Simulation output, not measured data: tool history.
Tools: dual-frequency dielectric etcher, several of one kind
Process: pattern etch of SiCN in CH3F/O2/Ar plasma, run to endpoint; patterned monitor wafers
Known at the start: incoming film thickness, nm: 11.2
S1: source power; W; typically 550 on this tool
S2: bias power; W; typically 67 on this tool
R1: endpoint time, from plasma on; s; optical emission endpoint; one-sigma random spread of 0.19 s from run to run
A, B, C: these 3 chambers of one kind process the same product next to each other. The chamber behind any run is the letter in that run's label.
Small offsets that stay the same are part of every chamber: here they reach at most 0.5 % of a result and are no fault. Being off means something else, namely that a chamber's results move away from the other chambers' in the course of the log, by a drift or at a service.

| run | day | S1 | S2 | R1 |
|---|---|---|---|---|
| 1B | 0.329 | 550 | 67 | 27.102 |
| 2A | 0.592 | 550 | 67 | 27.11 |
| 3C | 0.783 | 550 | 67 | 26.995 |
| 4B | 1.088 | 550 | 67 | 27.409 |
| 5A | 1.308 | 550 | 67 | 27.39 |
| 6C | 1.671 | 550 | 67 | 26.945 |
| 7A | 1.917 | 470 | 51 | 32.093 |
| 8C | 2.217 | 470 | 51 | 31.755 |
| 9B | 2.471 | 470 | 51 | 31.673 |
| 10A | 2.7 | 550 | 67 | 27.132 |
| 11B | 3.05 | 670 | 83 | 23.259 |
| 12C | 3.4 | 670 | 83 | 23.371 |
| 13B | 3.679 | 670 | 83 | 23.057 |
| 14C | 3.95 | 550 | 67 | 26.997 |
| 15A | 4.325 | 550 | 67 | 27.169 |
| 16C | 4.492 | 680 | 52 | 27.016 |
| 17A | 4.675 | 680 | 52 | 27.083 |
| 18B | 4.925 | 680 | 52 | 26.872 |
| 19A | 5.1 | 550 | 67 | 27.667 |
| 20B | 5.404 | 550 | 67 | 26.213 |
| 21C | 5.583 | 550 | 67 | 27.036 |
| 22C | 5.854 | 550 | 67 | 26.982 |
| 23B | 6.054 | 550 | 67 | 26.461 |
| 24A | 6.225 | 550 | 67 | 27.235 |
| 25C | 6.475 | 550 | 67 | 27.046 |
| 26B | 6.8 | 550 | 67 | 25.963 |
| 27A | 7.067 | 550 | 67 | 27.215 |
| 28C | 7.338 | 550 | 67 | 27.139 |
| 29B | 7.596 | 550 | 67 | 25.902 |

Is one chamber out of step, is the gauge drifting, or do the chambers differ by no more than their own small offsets? For an off chamber, give its letter and the likeliest cause.

One chamber, B, drifts off from the rest bit by bit.
Likeliest cause: etch rate over this chamber's usual, % = 5.14.

Chamber B could run next with any of the 4 candidate recipes listed below; each alters the usual settings, and their results appear as question marks. Which one brings its results back in line with what the other chambers deliver on the usual settings?
Allowed miss from the other chambers' usual-settings mean, per result, to count as in line: R1 0.65 s
| 30B-1 | 7.867 | 620 | 75 | ? |
| 30B-2 | 7.867 | 510 | 63 | ? |
| 30B-3 | 7.867 | 480 | 59 | ? |
| 30B-4 | 7.867 | 590 | 71 | ? |

Usual-settings mean across the other chambers: R1 27.171 s
| run | R1 |
|---|---|
| 30B-1 | 23.719 |
| 30B-2 | 27.113 |
| 30B-3 | 28.367 |
| 30B-4 | 24.63 |
30B-2 is the one that brings the chamber's results back in line with the other chambers.

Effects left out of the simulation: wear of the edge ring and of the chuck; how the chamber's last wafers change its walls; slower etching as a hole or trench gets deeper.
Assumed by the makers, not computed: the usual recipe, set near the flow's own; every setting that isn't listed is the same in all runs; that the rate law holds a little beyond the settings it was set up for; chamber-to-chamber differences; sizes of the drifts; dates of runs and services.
